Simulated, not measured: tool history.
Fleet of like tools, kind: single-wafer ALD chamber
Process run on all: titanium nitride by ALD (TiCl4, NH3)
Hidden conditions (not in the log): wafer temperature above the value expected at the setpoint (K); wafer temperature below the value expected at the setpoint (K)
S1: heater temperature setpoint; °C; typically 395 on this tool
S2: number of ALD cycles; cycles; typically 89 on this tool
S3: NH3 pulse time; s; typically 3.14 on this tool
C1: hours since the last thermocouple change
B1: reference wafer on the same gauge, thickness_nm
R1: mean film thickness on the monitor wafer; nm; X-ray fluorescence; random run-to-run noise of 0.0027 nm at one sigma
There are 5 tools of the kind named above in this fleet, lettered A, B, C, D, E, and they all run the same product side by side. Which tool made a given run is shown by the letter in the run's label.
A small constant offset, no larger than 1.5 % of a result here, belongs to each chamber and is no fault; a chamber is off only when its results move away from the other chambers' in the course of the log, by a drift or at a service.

| run | day | S1 | S2 | S3 | C1 | B1 | R1 |
|---|---|---|---|---|---|---|---|
| 1A | 0.192 | 395 | 89 | 3.14 | 75.2 | 2.0806 | 1.9938 |
| 2D | 0.429 | 395 | 89 | 3.14 | 498 | 2.0813 | 1.9797 |
| 3E | 0.767 | 395 | 89 | 3.14 | 454.5 | 2.0811 | 2.0145 |
| 4C | 0.983 | 395 | 89 | 3.14 | 1637.1 | 2.0814 | 2.003 |
| 5B | 1.288 | 404 | 89 | 4.31 | 800.8 | 2.0813 | 2.0069 |
| 6A | 1.488 | 404 | 89 | 4.31 | 106.3 | 2.0818 | 2.0134 |
| 7E | 1.9 | 404 | 89 | 4.31 | 481.7 | 2.082 | 2.0354 |
| 8C | 2.217 | 404 | 89 | 4.31 | 1666.7 | 2.082 | 2.026 |
| 9B | 2.525 | 404 | 89 | 4.31 | 830.5 | 2.0824 | 2.0147 |
| 10D | 2.758 | 395 | 89 | 3.14 | 553.9 | 2.0833 | 1.9839 |
| 11C | 3.05 | 395 | 89 | 3.14 | 1686.7 | 2.0842 | 2.0083 |
| 12E | 3.246 | 395 | 89 | 3.14 | 514 | 2.0836 | 2.0145 |
| 13A | 3.512 | 405 | 103 | 3.14 | 154.9 | 2.084 | 2.3153 |
| 14B | 3.892 | 405 | 103 | 3.14 | 863.3 | 2.0848 | 2.3039 |
| 15D | 4.104 | 405 | 103 | 3.14 | 586.2 | 2.0851 | 2.3015 |
| 16E | 4.538 | 405 | 103 | 3.14 | 545 | 2.0854 | 2.348 |
| 17C | 4.971 | 405 | 103 | 3.14 | 1732.8 | 2.0857 | 2.3358 |
| 18D | 5.183 | 395 | 89 | 3.14 | 612.1 | 2.0864 | 1.9836 |
| 19B | 5.408 | 395 | 89 | 3.14 | 899.7 | 2.0865 | 1.9902 |
| 20A | 5.758 | 395 | 89 | 3.14 | 208.8 | 2.0871 | 1.9958 |
| 21E | 6 | 382 | 104 | 3.14 | 580.1 | 2.0866 | 2.3365 |
| 22D | 6.367 | 382 | 104 | 3.14 | 640.5 | 2.0872 | 2.3039 |
| 23A | 6.746 | 382 | 104 | 3.14 | 232.5 | 2.0873 | 2.319 |
| 24C | 7.025 | 382 | 104 | 3.14 | 1782.1 | 2.0884 | 2.3331 |
| 25B | 7.412 | 382 | 104 | 3.14 | 947.8 | 2.0881 | 2.3126 |
| 26B | 7.783 | 395 | 77 | 1.96 | 956.7 | 2.089 | 1.6942 |
| 27A | 8.012 | 395 | 77 | 1.96 | 262.9 | 2.0898 | 1.6948 |
| 28E | 8.233 | 395 | 77 | 1.96 | 633.7 | 2.0901 | 1.7135 |
| 29C | 8.471 | 395 | 77 | 1.96 | 1816.8 | 2.0899 | 1.7069 |
| 30D | 8.779 | 395 | 77 | 1.96 | 698.4 | 2.0904 | 1.6898 |
| 31A | 9.175 | 395 | 89 | 3.14 | 290.8 | 2.0907 | 2.0021 |
| 32C | 9.529 | 395 | 89 | 3.14 | 1842.2 | 2.0908 | 2.0113 |
| 33E | 9.917 | 395 | 89 | 3.14 | 674.1 | 2.0914 | 2.023 |

Decide between three cases: one chamber stands off from its peers, the gauge reading all wafers drifts, or nothing is wrong past each chamber's small offset. Where a chamber is off, say which and what most likely put it there.

No chamber is off; the gauge reading every chamber's wafers drifts, which makes the whole fleet appear to move together.
Cause: gauge reads high (%) = 0.566.

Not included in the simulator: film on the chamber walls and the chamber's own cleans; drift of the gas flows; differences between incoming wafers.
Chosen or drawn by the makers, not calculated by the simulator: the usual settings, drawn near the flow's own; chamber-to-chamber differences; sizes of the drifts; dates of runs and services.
